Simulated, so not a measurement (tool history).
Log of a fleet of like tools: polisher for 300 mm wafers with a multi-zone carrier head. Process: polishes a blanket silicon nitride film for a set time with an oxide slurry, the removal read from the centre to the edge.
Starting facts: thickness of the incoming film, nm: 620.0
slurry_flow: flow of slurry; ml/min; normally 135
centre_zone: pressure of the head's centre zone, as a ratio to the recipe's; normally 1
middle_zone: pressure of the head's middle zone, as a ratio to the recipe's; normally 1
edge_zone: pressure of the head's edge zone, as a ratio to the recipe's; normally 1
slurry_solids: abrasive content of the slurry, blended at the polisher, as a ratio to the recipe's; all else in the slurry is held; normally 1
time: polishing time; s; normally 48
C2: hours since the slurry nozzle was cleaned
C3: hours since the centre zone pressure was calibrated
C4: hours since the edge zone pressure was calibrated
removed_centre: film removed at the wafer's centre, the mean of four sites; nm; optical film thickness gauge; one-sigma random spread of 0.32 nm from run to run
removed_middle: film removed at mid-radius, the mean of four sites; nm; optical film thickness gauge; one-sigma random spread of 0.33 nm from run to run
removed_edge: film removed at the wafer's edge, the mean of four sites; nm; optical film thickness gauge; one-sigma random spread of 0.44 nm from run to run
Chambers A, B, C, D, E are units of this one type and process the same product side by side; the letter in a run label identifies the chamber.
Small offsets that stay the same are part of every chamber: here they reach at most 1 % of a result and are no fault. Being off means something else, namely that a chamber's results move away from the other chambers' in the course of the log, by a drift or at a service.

Run 1A, day 0.275: usual settings; wafers polished on this pad 569; C2 36; C3 942.2; C4 1108.9. Result: removed_centre 34.226 nm, removed_middle 34.82 nm, removed_edge 33.836 nm.
Run 2E, day 0.508: usual settings; wafers polished on this pad 227; C2 77.5; C3 435.7; C4 744.6. Result: removed_centre 33.056 nm, removed_middle 34.226 nm, removed_edge 34.21 nm.
Run 3C, day 0.942: usual settings; wafers polished on this pad 509; C2 29.3; C3 66.8; C4 1118.3. Result: removed_centre 33.305 nm, removed_middle 34.129 nm, removed_edge 34.199 nm.
Run 4D, day 1.442: usual settings; wafers polished on this pad 651; C2 477.4; C3 545.8; C4 425.3. Result: removed_centre 34.58 nm, removed_middle 34.13 nm, removed_edge 34.006 nm.
At day 1.733: chamber A: worn pad replaced by a new one.
At day 1.762: chamber B: worn pad replaced by a new one.
Run 5B, day 1.858: usual settings; wafers polished on this pad 31; C2 323; C3 403.7; C4 603.6. Result: removed_centre 33.804 nm, removed_middle 34.045 nm, removed_edge 34.316 nm.
At day 1.912: chamber D: centre zone pressure recalibrated.
At day 1.996: chamber D: worn pad replaced by a new one.
Run 6A, day 2.083: usual settings; wafers polished on this pad 114; C2 79.4; C3 985.6; C4 1152.3. Result: removed_centre 33.843 nm, removed_middle 33.832 nm, removed_edge 33.446 nm.
At day 2.125: chamber E: worn pad replaced by a new one.
Run 7E, day 2.508: usual settings; wafers polished on this pad 125; C2 125.5; C3 483.7; C4 792.6. Result: removed_centre 33.494 nm, removed_middle 33.857 nm, removed_edge 34.442 nm.
At day 2.65: chamber B: edge zone pressure recalibrated.
Run 8B, day 2.862: usual settings; wafers polished on this pad 358; C2 347.1; C3 427.8; C4 5.1. Result: removed_centre 33.633 nm, removed_middle 33.995 nm, removed_edge 34.059 nm.
Run 9C, day 3.092: usual settings; wafers polished on this pad 1208; C2 80.9; C3 118.4; C4 1169.9. Result: removed_centre 33.274 nm, removed_middle 33.121 nm, removed_edge 33.951 nm.
Run 10D, day 3.325: usual settings; wafers polished on this pad 433; C2 522.6; C3 34; C4 470.5. Result: removed_centre 33.857 nm, removed_middle 33.594 nm, removed_edge 34.068 nm.
Run 11B, day 3.558: usual settings; wafers polished on this pad 584; C2 363.8; C3 444.5; C4 21.8. Result: removed_centre 34.028 nm, removed_middle 33.715 nm, removed_edge 34.177 nm.
Run 12A, day 3.792: usual settings; wafers polished on this pad 670; C2 120.4; C3 1026.6; C4 1193.3. Result: removed_centre 34.003 nm, removed_middle 33.853 nm, removed_edge 33.808 nm.
At day 3.871: chamber B: worn pad replaced by a new one.
Run 13C, day 4.15: usual settings; wafers polished on this pad 1553; C2 106.3; C3 143.8; C4 1195.3. Result: removed_centre 32.7 nm, removed_middle 33.133 nm, removed_edge 32.702 nm.
At day 4.362: chamber D: worn pad replaced by a new one.
Run 14E, day 4.554: usual settings; wafers polished on this pad 791; C2 174.6; C3 532.8; C4 841.7. Result: removed_centre 33.648 nm, removed_middle 34.405 nm, removed_edge 33.562 nm.
At day 4.767: chamber A: worn pad replaced by a new one.
At day 4.892: chamber E: worn pad replaced by a new one.
Run 15D, day 5.017: usual settings; wafers polished on this pad 214; C2 563.2; C3 74.6; C4 511.1. Result: removed_centre 33.473 nm, removed_middle 33.18 nm, removed_edge 33.895 nm.
Run 16D, day 5.442: usual settings; wafers polished on this pad 352; C2 573.4; C3 84.8; C4 521.3. Result: removed_centre 34.165 nm, removed_middle 34.142 nm, removed_edge 33.423 nm.
Run 17A, day 5.908: usual settings; wafers polished on this pad 371; C2 171.2; C3 1077.4; C4 1244.1. Result: removed_centre 32.974 nm, removed_middle 34.069 nm, removed_edge 33.799 nm.
At day 6.346: chamber B: worn pad replaced by a new one.
Run 18C, day 6.354: usual settings; wafers polished on this pad 2270; C2 159.2; C3 196.7; C4 1248.2. Result: removed_centre 31.829 nm, removed_middle 32.475 nm, removed_edge 32.462 nm.
Run 19B, day 6.708: usual settings; wafers polished on this pad 118; C2 439.4; C3 520.1; C4 97.4. Result: removed_centre 33.536 nm, removed_middle 33.963 nm, removed_edge 34.038 nm.
At day 6.946: chamber D: worn pad replaced by a new one.
At day 7.029: chamber E: worn pad replaced by a new one.
Run 20E, day 7.071: usual settings; wafers polished on this pad 13; C2 235; C3 593.2; C4 902.1. Result: removed_centre 33.385 nm, removed_middle 34.371 nm, removed_edge 33.65 nm.
Run 21B, day 7.504: usual settings; wafers polished on this pad 377; C2 458.5; C3 539.2; C4 116.5. Result: removed_centre 34.287 nm, removed_middle 33.857 nm, removed_edge 33.738 nm.
Run 22C, day 7.762: usual settings; wafers polished on this pad 2728; C2 193; C3 230.5; C4 1282. Result: removed_centre 31.51 nm, removed_middle 31.017 nm, removed_edge 31.253 nm.
At day 8.012: chamber A: worn pad replaced by a new one.
At day 8.229: chamber C: slurry nozzle cleaned.
Run 23E, day 8.233: usual settings; wafers polished on this pad 392; C2 262.9; C3 621.1; C4 930. Result: removed_centre 32.688 nm, removed_middle 34.638 nm, removed_edge 34.237 nm.
At day 8.321: chamber C: edge zone pressure recalibrated.
At day 8.338: chamber A: edge zone pressure recalibrated.
Run 24D, day 8.479: usual settings; wafers polished on this pad 499; C2 646.3; C3 157.7; C4 594.2. Result: removed_centre 33.859 nm, removed_middle 33.467 nm, removed_edge 33.6 nm.
Run 25A, day 8.779: usual settings; wafers polished on this pad 249; C2 240.1; C3 1146.3; C4 10.6. Result: removed_centre 33.753 nm, removed_middle 34.051 nm, removed_edge 34.058 nm.
At day 8.904: chamber B: worn pad replaced by a new one.
Run 26D, day 9.138: usual settings; wafers polished on this pad 714; C2 662.1; C3 173.5; C4 610. Result: removed_centre 33.617 nm, removed_middle 34.226 nm, removed_edge 33.542 nm.
Run 27B, day 9.404: usual settings; wafers polished on this pad 163; C2 504.1; C3 584.8; C4 162.1. Result: removed_centre 34.209 nm, removed_middle 33.583 nm, removed_edge 34.114 nm.
At day 9.417: chamber D: worn pad replaced by a new one.
Run 28C, day 9.671: usual settings; wafers polished on this pad 3349; C2 34.6; C3 276.3; C4 32.5. Result: removed_centre 30.257 nm, removed_middle 31.017 nm, removed_edge 30.713 nm.
At day 9.825: chamber E: worn pad replaced by a new one.
At day 10.004: chamber E: edge zone pressure recalibrated.
Run 29A, day 10.067: usual settings; wafers polished on this pad 668; C2 271; C3 1177.2; C4 41.5. Result: removed_centre 34.021 nm, removed_middle 33.62 nm, removed_edge 34.066 nm.
Run 30E, day 10.492: usual settings; wafers polished on this pad 217; C2 317.1; C3 675.3; C4 11.7. Result: removed_centre 33.618 nm, removed_middle 34.365 nm, removed_edge 33.582 nm.
Run 31C, day 10.846: usual settings; wafers polished on this pad 3731; C2 62.8; C3 304.5; C4 60.7. Result: removed_centre 30.036 nm, removed_middle 29.865 nm, removed_edge 30.044 nm.
Run 32B, day 11.133: usual settings; wafers polished on this pad 726; C2 545.6; C3 626.3; C4 203.6. Result: removed_centre 33.592 nm, removed_middle 34.091 nm, removed_edge 34.481 nm.
Run 33D, day 11.358: usual settings; wafers polished on this pad 632; C2 715.4; C3 226.8; C4 663.3. Result: removed_centre 34.11 nm, removed_middle 33.694 nm, removed_edge 33.809 nm.

Is one chamber out of step, is the gauge drifting, or do the chambers differ by no more than their own small offsets? For an off chamber, give its letter and the likeliest cause.

Chamber C drifts away from the others.
Cause: removal rate lost through wear of the pad, % = 12.

Which of the 4 candidates below, each the usual settings with something changed and its results left as question marks, puts chamber C back in line with what the other chambers give on the usual settings?
To be in line, a result may differ from the other chambers' mean on the usual settings by at most: removed_centre 1.1 nm; removed_middle 1.2 nm; removed_edge 1.5 nm
Run 34C-1, day 11.725: usual settings but time 46 s. Result: removed_centre ?, removed_middle ?, removed_edge ?.
Run 34C-2, day 11.725: usual settings but time 50 s. Result: removed_centre ?, removed_middle ?, removed_edge ?.
Run 34C-3, day 11.725: usual settings but slurry_solids 0.95, time 43 s. Result: removed_centre ?, removed_middle ?, removed_edge ?.
Run 34C-4, day 11.725: usual settings but slurry_flow 140 ml/min, middle_zone 1.01, slurry_solids 1.05, time 53 s. Result: removed_centre ?, removed_middle ?, removed_edge ?.

Other chambers, usual settings, mean: removed_centre 33.721 nm; removed_middle 33.987 nm; removed_edge 33.912 nm
  run  removed_centre  removed_middle  removed_edge
34C-1           28.43          28.519        28.844
34C-2          30.902          30.998        31.352
34C-3          25.946          26.027        26.323
34C-4          33.785          34.161        34.159
34C-4 puts the chamber back in line with the other chambers.
